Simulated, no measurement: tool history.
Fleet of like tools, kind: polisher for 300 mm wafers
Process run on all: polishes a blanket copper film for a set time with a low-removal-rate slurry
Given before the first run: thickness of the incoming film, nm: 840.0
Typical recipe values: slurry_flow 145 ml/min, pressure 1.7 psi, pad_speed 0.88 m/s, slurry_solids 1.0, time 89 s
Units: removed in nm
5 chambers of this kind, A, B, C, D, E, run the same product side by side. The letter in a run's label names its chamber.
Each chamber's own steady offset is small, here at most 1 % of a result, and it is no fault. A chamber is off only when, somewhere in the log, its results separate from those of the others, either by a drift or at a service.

run	hour	slurry_flow	pressure	pad_speed	slurry_solids	time	wafers polished on this pad	hours since the slurry nozzle was cleaned	hours since the head pressure was calibrated	hours since the slurry blender was calibrated	removed
1E	7.0	145	1.7	0.88	1.0	89	211	232.8	338.2	71.8	154.18
2A	15.7	145	1.7	0.88	1.0	89	953	253.2	975.0	282.1	149.18
3D	20.8	145	1.7	0.88	1.0	89	1054	275.1	334.6	514.4	148.08
# hour 23.6: chamber A: worn pad replaced by a new one
# hour 23.7: chamber D: slurry blender recalibrated
4B	27.0	145	1.7	0.88	1.0	89	619	621.0	559.7	40.1	152.20
5C	31.7	145	1.7	0.88	1.0	89	959	729.0	254.2	73.0	153.06
# hour 37.0: chamber E: slurry blender recalibrated
# hour 38.0: chamber B: slurry nozzle cleaned
6D	39.8	145	1.7	0.88	1.0	89	1230	294.1	353.6	16.2	150.04
# hour 40.4: chamber D: worn pad replaced by a new one
7E	48.0	145	2.2	0.88	1.0	77	592	273.8	379.2	11.1	171.74
# hour 50.3: chamber A: slurry nozzle cleaned
# hour 51.6: chamber E: worn pad replaced by a new one
8C	53.1	145	2.2	0.88	1.0	77	1158	750.4	275.6	94.4	170.56
9B	57.7	145	2.2	0.88	1.0	77	904	19.8	590.4	70.8	168.36
10A	63.9	145	2.2	0.88	1.0	77	375	13.7	1023.2	330.3	172.46
# hour 66.6: chamber C: worn pad replaced by a new one
11B	69.8	145	2.2	0.88	1.0	77	1017	31.9	602.5	82.9	172.08
# hour 72.0: chamber C: slurry blender recalibrated
12C	75.6	145	1.7	0.88	1.0	89	83	772.9	298.1	3.6	150.09
13A	83.9	145	1.7	0.88	1.0	89	561	33.7	1043.2	350.3	148.87
14E	91.2	145	1.7	0.88	1.0	89	369	317.0	422.4	54.3	153.67
# hour 91.8: chamber B: slurry blender recalibrated
15D	98.0	145	1.7	0.88	1.0	89	536	352.3	411.8	74.4	154.08
16B	102.0	145	1.7	0.88	1.0	89	1316	64.1	634.7	10.3	150.49
# hour 106.8: chamber E: slurry nozzle cleaned
17A	108.8	145	1.7	0.88	1.0	89	792	58.6	1068.1	375.2	153.70
18C	113.9	170	1.7	0.88	1.0	89	440	811.2	336.4	41.9	154.67
# hour 118.1: chamber E: worn pad replaced by a new one
19D	122.1	170	1.7	0.88	1.0	89	760	376.4	435.9	98.5	154.88
# hour 124.4: chamber A: worn pad replaced by a new one
20E	127.0	170	1.7	0.88	1.0	89	83	20.2	458.2	90.1	161.28
# hour 129.7: chamber C: slurry nozzle cleaned
21A	134.9	170	1.7	0.88	1.0	89	97	84.7	1094.2	401.3	152.78
22E	144.1	170	1.7	0.88	1.0	89	242	37.3	475.3	107.2	162.04
# hour 146.0: chamber E: head pressure recalibrated
23B	148.8	145	1.7	0.88	1.0	89	1752	110.9	681.5	57.1	146.70
24D	154.2	145	1.7	0.88	1.0	89	1059	408.5	468.0	130.6	147.69
25C	158.9	145	1.7	0.88	1.0	89	858	29.2	381.4	86.9	152.07
26D	163.3	145	1.3	0.88	1.3	89	1143	417.6	477.1	139.7	122.29
# hour 166.2: chamber E: slurry blender recalibrated
27B	170.7	145	1.3	0.88	1.3	89	1955	132.8	703.4	79.0	120.43
# hour 177.3: chamber A: head pressure recalibrated
28E	179.9	145	1.3	0.88	1.3	89	575	73.1	34.0	13.7	123.63
29C	184.1	145	1.3	0.88	1.3	89	1093	54.4	406.6	112.1	119.02
30A	188.8	145	1.3	0.88	1.3	89	599	138.6	11.6	455.2	123.70
31A	198.0	145	1.7	0.88	1.0	89	684	147.8	20.8	464.4	152.94

Read the log: is a single chamber off, either drifting away or since a service, is the gauge that measures every chamber drifting, or is nothing wrong beyond small per-chamber offsets? Name any odd chamber and what most likely caused it.

One chamber, B, drifts off from the rest bit by bit.
Most likely cause: removal rate lost through wear of the pad, % = 6.49.
It could be hard to tell apart here from: slurry flow missing at the pad, %; head's pressure below its setpoint, %.

Here are 4 candidates for chamber B's next run, each the usual settings with a change, their results left as question marks. Which one brings its results back in line with what the others give on the usual settings?
In line means no further than this from the other chambers' mean on the usual settings: removed 6.30 nm
32B-1	204.6	145	1.7	0.88	1.0	83					?
32B-2	204.6	145	1.8	0.88	1.0	89					?
32B-3	204.6	145	1.6	0.84	1.0	85					?
32B-4	204.6	145	1.8	0.92	1.0	93					?

What the other chambers average on the usual settings: removed 152.38 nm
run	removed
32B-1	133.20
32B-2	151.12
32B-3	122.63
32B-4	165.12
Change 32B-2 lands the chamber within the allowed miss of the other chambers.

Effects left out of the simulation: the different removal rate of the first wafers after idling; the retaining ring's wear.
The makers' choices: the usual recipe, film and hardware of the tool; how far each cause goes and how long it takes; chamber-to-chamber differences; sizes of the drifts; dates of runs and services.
